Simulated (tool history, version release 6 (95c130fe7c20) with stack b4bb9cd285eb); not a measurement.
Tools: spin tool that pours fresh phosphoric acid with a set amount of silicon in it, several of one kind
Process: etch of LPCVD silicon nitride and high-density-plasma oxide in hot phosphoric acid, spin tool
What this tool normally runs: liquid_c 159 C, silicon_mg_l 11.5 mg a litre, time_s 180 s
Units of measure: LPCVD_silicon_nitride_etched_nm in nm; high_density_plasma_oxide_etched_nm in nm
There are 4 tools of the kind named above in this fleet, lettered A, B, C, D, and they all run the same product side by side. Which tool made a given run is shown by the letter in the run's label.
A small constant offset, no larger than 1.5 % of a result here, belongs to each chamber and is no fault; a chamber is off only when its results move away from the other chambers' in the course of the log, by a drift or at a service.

run	hour	liquid_c	silicon_mg_l	time_s	hours since the thermometer was replaced	hours since the dissolved silicon flow meter was replaced	hours since the heated supply line was repaired	read-back film thickness of the LPCVD silicon nitride reference wafer, read on the same gauge (nm)	read-back film thickness of the high-density-plasma oxide reference wafer, read on the same gauge (nm)	LPCVD_silicon_nitride_etched_nm	high_density_plasma_oxide_etched_nm
1D	3.9	159	11.5	180	398.9	372	828.3	109.95	139.95	13.864	0.34001
2C	6.7	159	11.5	180	129.2	428.3	493.8	110.03	140.06	14.118	0.30613
3B	9.1	159	11.5	180	815.1	441.1	2013	109.99	140	13.823	0.28908
4A	12.5	159	11.5	180	1233.8	803.7	701.5	110.01	140.01	13.782	0.28678
5C	16.7	159	11.5	180	139.2	438.3	503.8	110.03	140	13.878	0.31489
# hour 17.3: chamber B: dissolved silicon flow meter replaced
6B	21.1	159	11.5	180	827.1	3.9	2025	109.97	140	13.881	0.29444
7A	23.3	159	11.5	180	1244.6	814.5	712.3	109.98	139.95	13.953	0.35291
8D	27.6	159	11.5	180	422.6	395.7	852	110.03	139.99	13.691	0.34397
9A	31.6	159	11.5	180	1252.9	822.8	720.6	109.98	140.04	13.774	0.29082
10C	33.6	156.5	8	180	156.1	455.2	520.7	110.02	140.05	12.91	0.30932
11D	37.6	156.5	8	180	432.6	405.7	862	110.01	140.03	12.817	0.25052
12B	41.7	156.5	8	180	847.7	24.5	2045.6	110.01	140.03	12.663	0.27839
13A	45.7	156.5	8	180	1267	836.9	734.7	110.03	139.94	12.794	0.28042
14B	48.5	159	11.5	180	854.5	31.3	2052.4	109.98	140.03	14.142	0.33943
15C	53.1	159	11.5	180	175.6	474.7	540.2	109.99	140.03	13.914	0.33737
16D	55.6	159	11.5	180	450.6	423.7	880	109.97	139.99	13.929	0.31957
17B	57.7	156.5	11.5	230	863.7	40.5	2061.6	110	139.95	16.325	0.28169
18C	62.1	156.5	11.5	230	184.6	483.7	549.2	109.97	140.02	16.241	0.28422
19D	66.8	156.5	11.5	230	461.8	434.9	891.2	109.99	140.01	16.275	0.31881
20A	71.2	156.5	11.5	230	1292.5	862.4	760.2	109.99	140.01	16.316	0.30125
21D	74.6	159	11.5	180	469.6	442.7	899	110	139.98	13.952	0.26081
22C	77.5	159	11.5	180	200	499.1	564.6	109.97	140.01	13.839	0.31031
23B	79.7	159	11.5	180	885.7	62.5	2083.6	109.98	140.01	13.888	0.37228
24A	83.3	159	11.5	180	1304.6	874.5	772.3	110	140	13.548	0.29612
25A	87.2	159	11.5	180	1308.5	878.4	776.2	109.99	140.06	13.805	0.34103
26D	89.2	159	11.5	180	484.2	457.3	913.6	109.98	140.03	13.793	0.34004
27C	91.5	159	11.5	180	214	513.1	578.6	110	140.07	13.857	0.33157
28B	94.3	159	11.5	180	900.3	77.1	2098.2	110	140.01	13.904	0.31013
29A	97.8	159	11.5	180	1319.1	889	786.8	110	140.01	13.883	0.31558
30C	102.4	159	14.5	110	224.9	524	589.5	110	140.01	8.5607	0.15962
31D	106.7	159	14.5	110	501.7	474.8	931.1	110	139.99	8.4859	0.18413
32B	109	159	14.5	110	915	91.8	2112.9	110.02	139.99	8.4636	0.196
33D	111.2	159	14.5	110	506.2	479.3	935.6	110.01	140.01	8.5245	0.15876
34A	114.2	159	11.5	180	1335.5	905.4	803.2	109.98	140.04	13.786	0.29332
35C	117.9	159	11.5	180	240.4	539.5	605	109.99	139.96	14.005	0.28547
36B	122.5	159	11.5	180	928.5	105.3	2126.4	110.03	140.02	13.831	0.3149
37B	126.6	159	11.5	180	932.6	109.4	2130.5	109.98	139.95	14.101	0.30592
38D	130.2	159	11.5	180	525.2	498.3	954.6	110.01	140.04	13.738	0.36191
39A	133.3	159	11.5	180	1354.6	924.5	822.3	109.99	139.96	13.806	0.36284

Predict what each chamber gives when all 4 of them run the settings below next.
40A	136.6	159	11.5	180						?	?
40B	136.6	159	11.5	180						?	?
40C	136.6	159	11.5	180						?	?
40D	136.6	159	11.5	180						?	?

run	LPCVD_silicon_nitride_etched_nm	high_density_plasma_oxide_etched_nm
40A	13.882	0.29739
40B	13.855	0.36663
40C	13.844	0.32178
40D	13.871	0.34901

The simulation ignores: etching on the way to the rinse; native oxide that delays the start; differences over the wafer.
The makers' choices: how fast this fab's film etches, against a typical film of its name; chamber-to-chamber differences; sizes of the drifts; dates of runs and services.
